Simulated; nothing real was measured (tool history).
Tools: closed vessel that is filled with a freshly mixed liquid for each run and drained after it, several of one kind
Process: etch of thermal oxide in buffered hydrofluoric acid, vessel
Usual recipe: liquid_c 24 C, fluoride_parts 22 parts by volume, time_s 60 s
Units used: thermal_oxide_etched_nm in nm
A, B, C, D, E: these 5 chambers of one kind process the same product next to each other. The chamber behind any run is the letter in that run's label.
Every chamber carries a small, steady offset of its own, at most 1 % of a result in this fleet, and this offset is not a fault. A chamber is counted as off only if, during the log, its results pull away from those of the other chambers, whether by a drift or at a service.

run	hour	liquid_c	fluoride_parts	time_s	read-back film thickness of the thermal oxide reference wafer, read on the same gauge (nm)	thermal_oxide_etched_nm
1A	6.5	24	22	60	39.958	32.664
2E	13.8	24	22	60	40.006	32.219
3B	21.4	24	22	60	40.029	32.263
4D	29.6	24	22	60	39.916	32.119
5C	38.3	24	22	60	40.015	32.143
6E	44.7	24	22	60	39.989	32.552
7A	53.5	27.5	17	60	40.014	50.052
8B	58.6	27.5	17	60	39.982	49.629
9C	66.9	27.5	17	60	40.015	48.113
10D	72.1	27.5	17	60	39.957	48.34
11C	77.3	27.5	17	60	40.009	48.95
12D	83.6	24	22	60	39.962	32.554
13E	89.5	24	22	60	39.986	32.473
14B	100.3	24	22	60	39.989	32.663
15A	109.1	24	22	30	39.972	16.272
16A	116.6	24	22	30	39.975	16.389
17D	121.7	24	22	30	39.971	16.119
18E	129.1	24	22	30	39.953	16.265
19B	139.9	24	22	30	40.005	16.255
# hour 147.7: chamber E: hydrofluoric acid flow meter replaced
20C	150.9	24	22	60	39.984	31.367
21B	160.7	24	22	60	39.962	32.161
22C	166.8	20	22	60	39.987	24.841
# hour 170.9: chamber E: thermometer replaced
23D	175.2	20	22	60	39.971	25.601
24E	183.2	20	22	60	39.964	26.489
25A	194	20	22	60	39.965	26.228
26E	199.7	20	22	60	39.994	26.036
# hour 205.4: chamber B: hydrofluoric acid flow meter replaced
27C	208.3	24	22	60	39.943	30.865
28B	215.2	24	22	60	39.989	31.968
29D	224.1	24	22	60	39.988	32.253
30A	232.3	24	22	60	40.004	32.765
31D	241.9	24	22	60	40.012	32.409
32E	251.5	24	22	60	39.984	32.533
# hour 256.1: chamber D: thermometer replaced
33C	259.6	24	18	60	40.024	35.844
34B	268.7	24	18	60	39.939	38.056
# hour 272.8: chamber B: thermometer replaced
35A	279.4	24	18	60	40.003	38.955
# hour 280.5: chamber C: hydrofluoric acid flow meter replaced
36E	289.4	24	18	60	40.006	38.696
37A	297.2	24	18	60	39.966	38.884
38B	304.1	24	22	60	39.959	32.198
39D	311	24	22	60	40.033	32.335
40C	317.3	24	22	60	40.008	29.914

What goes on in this fleet: one chamber off, a drifting gauge, or nothing beyond the chambers' own small offsets? Name the chamber and the cause, if any.

It is chamber C that slowly wanders off from its peers.
Cause: liquid colder than its thermometer reads (K) = 1.09.

Which of the 4 candidates below, each the usual settings with something changed and its results left as question marks, puts chamber C back in line with what the other chambers give on the usual settings?
Counts as in line when no further than this from what the other chambers average on the usual settings: thermal_oxide_etched_nm 0.93 nm
41C-1	325.2	24.5	21	60		?
41C-2	325.2	24	24	60		?
41C-3	325.2	24	19	60		?
41C-4	325.2	24	26	60		?

On the usual settings, the other chambers give on average: thermal_oxide_etched_nm 32.444 nm
run	thermal_oxide_etched_nm
41C-1	32.234
41C-2	28.576
41C-3	34.158
41C-4	27.029
With 41C-1, the chamber falls back in line with the rest.
